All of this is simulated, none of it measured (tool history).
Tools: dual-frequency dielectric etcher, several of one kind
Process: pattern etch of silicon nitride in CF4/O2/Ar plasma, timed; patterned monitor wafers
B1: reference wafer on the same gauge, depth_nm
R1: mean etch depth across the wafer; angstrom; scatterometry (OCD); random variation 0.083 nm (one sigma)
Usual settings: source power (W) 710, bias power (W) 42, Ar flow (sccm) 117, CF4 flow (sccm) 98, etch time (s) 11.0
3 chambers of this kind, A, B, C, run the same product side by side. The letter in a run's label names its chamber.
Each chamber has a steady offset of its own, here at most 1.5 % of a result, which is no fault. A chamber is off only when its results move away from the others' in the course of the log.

Run 1C, hour 4.3: usual settings; B1 28.704. Result: R1 257.27 angstrom.
Run 2B, hour 11.4: usual settings; B1 28.687. Result: R1 261.69 angstrom.
Run 3A, hour 14.9: usual settings; B1 28.692. Result: R1 260.76 angstrom.
Run 4A, hour 21.9: usual settings; B1 28.705. Result: R1 259.85 angstrom.
Run 5C, hour 28.3: usual settings; B1 28.679. Result: R1 258.78 angstrom.
Run 6B, hour 34.3: usual settings; B1 28.671. Result: R1 260.78 angstrom.
Run 7C, hour 39.1: usual settings; B1 28.664. Result: R1 258.50 angstrom.
Run 8A, hour 46.4: usual settings; B1 28.728. Result: R1 258.85 angstrom.
Run 9B, hour 52.2: usual settings; B1 28.692. Result: R1 263.83 angstrom.
Run 10C, hour 58.3: usual settings; B1 28.707. Result: R1 258.89 angstrom.
Run 11A, hour 62.5: usual settings; B1 28.702. Result: R1 259.48 angstrom.
Run 12B, hour 67.7: usual settings; B1 28.684. Result: R1 262.66 angstrom.
Run 13A, hour 71.9: usual settings; B1 28.709. Result: R1 258.28 angstrom.
Run 14B, hour 78.3: usual settings; B1 28.716. Result: R1 264.97 angstrom.
Run 15C, hour 83.9: usual settings but etch time (s) 13.5; B1 28.711. Result: R1 315.61 angstrom.
Run 16A, hour 88.0: usual settings but etch time (s) 13.5; B1 28.696. Result: R1 317.80 angstrom.
Run 17C, hour 93.1: usual settings but etch time (s) 13.5; B1 28.691. Result: R1 316.52 angstrom.
Run 18B, hour 99.8: usual settings; B1 28.706. Result: R1 265.08 angstrom.
Run 19B, hour 104.9: usual settings; B1 28.730. Result: R1 264.44 angstrom.
Run 20C, hour 112.1: usual settings; B1 28.727. Result: R1 257.77 angstrom.
Run 21A, hour 119.2: usual settings but etch time (s) 12.0; B1 28.698. Result: R1 281.75 angstrom.
Run 22B, hour 123.1: usual settings but etch time (s) 12.0; B1 28.692. Result: R1 289.53 angstrom.
Run 23A, hour 126.6: usual settings but etch time (s) 12.0; B1 28.688. Result: R1 281.29 angstrom.
Run 24C, hour 132.4: usual settings; B1 28.720. Result: R1 258.55 angstrom.
Run 25A, hour 139.5: usual settings; B1 28.688. Result: R1 258.17 angstrom.
At hour 140.5: chamber A: wet clean of the chamber.
Run 26C, hour 145.7: usual settings; B1 28.709. Result: R1 257.86 angstrom.
Run 27B, hour 153.3: usual settings; B1 28.698. Result: R1 266.61 angstrom.
Run 28B, hour 158.4: usual settings; B1 28.686. Result: R1 268.18 angstrom.
Run 29A, hour 163.1: usual settings but CF4 flow (sccm) 111, etch time (s) 14.0; B1 28.718. Result: R1 337.00 angstrom.
Run 30C, hour 167.2: usual settings but CF4 flow (sccm) 111, etch time (s) 14.0; B1 28.696. Result: R1 335.65 angstrom.
Run 31B, hour 173.2: usual settings but CF4 flow (sccm) 111, etch time (s) 14.0; B1 28.710. Result: R1 346.83 angstrom.
Run 32A, hour 178.1: usual settings; B1 28.707. Result: R1 258.35 angstrom.
Run 33C, hour 182.1: usual settings; B1 28.723. Result: R1 257.34 angstrom.
Run 34A, hour 188.9: usual settings; B1 28.706. Result: R1 258.40 angstrom.
Run 35B, hour 194.2: usual settings; B1 28.713. Result: R1 269.77 angstrom.
Run 36C, hour 197.7: usual settings; B1 28.689. Result: R1 258.39 angstrom.
Run 37C, hour 201.7: usual settings; B1 28.700. Result: R1 255.96 angstrom.
Run 38A, hour 209.5: usual settings; B1 28.705. Result: R1 257.61 angstrom.
Run 39B, hour 217.5: usual settings; B1 28.727. Result: R1 271.32 angstrom.
Run 40A, hour 221.4: usual settings; B1 28.685. Result: R1 258.85 angstrom.
Run 41B, hour 227.3: usual settings; B1 28.695. Result: R1 270.97 angstrom.
Run 42C, hour 231.7: usual settings; B1 28.707. Result: R1 258.57 angstrom.

Next, every chamber runs the same settings. What will each give?
Run 43A, hour 237.4: usual settings but CF4 flow (sccm) 86. Result: R1 ?.
Run 43B, hour 237.4: usual settings but CF4 flow (sccm) 86. Result: R1 ?.
Run 43C, hour 237.4: usual settings but CF4 flow (sccm) 86. Result: R1 ?.

run      R1
43A  253.52
43B  265.37
43C  253.43
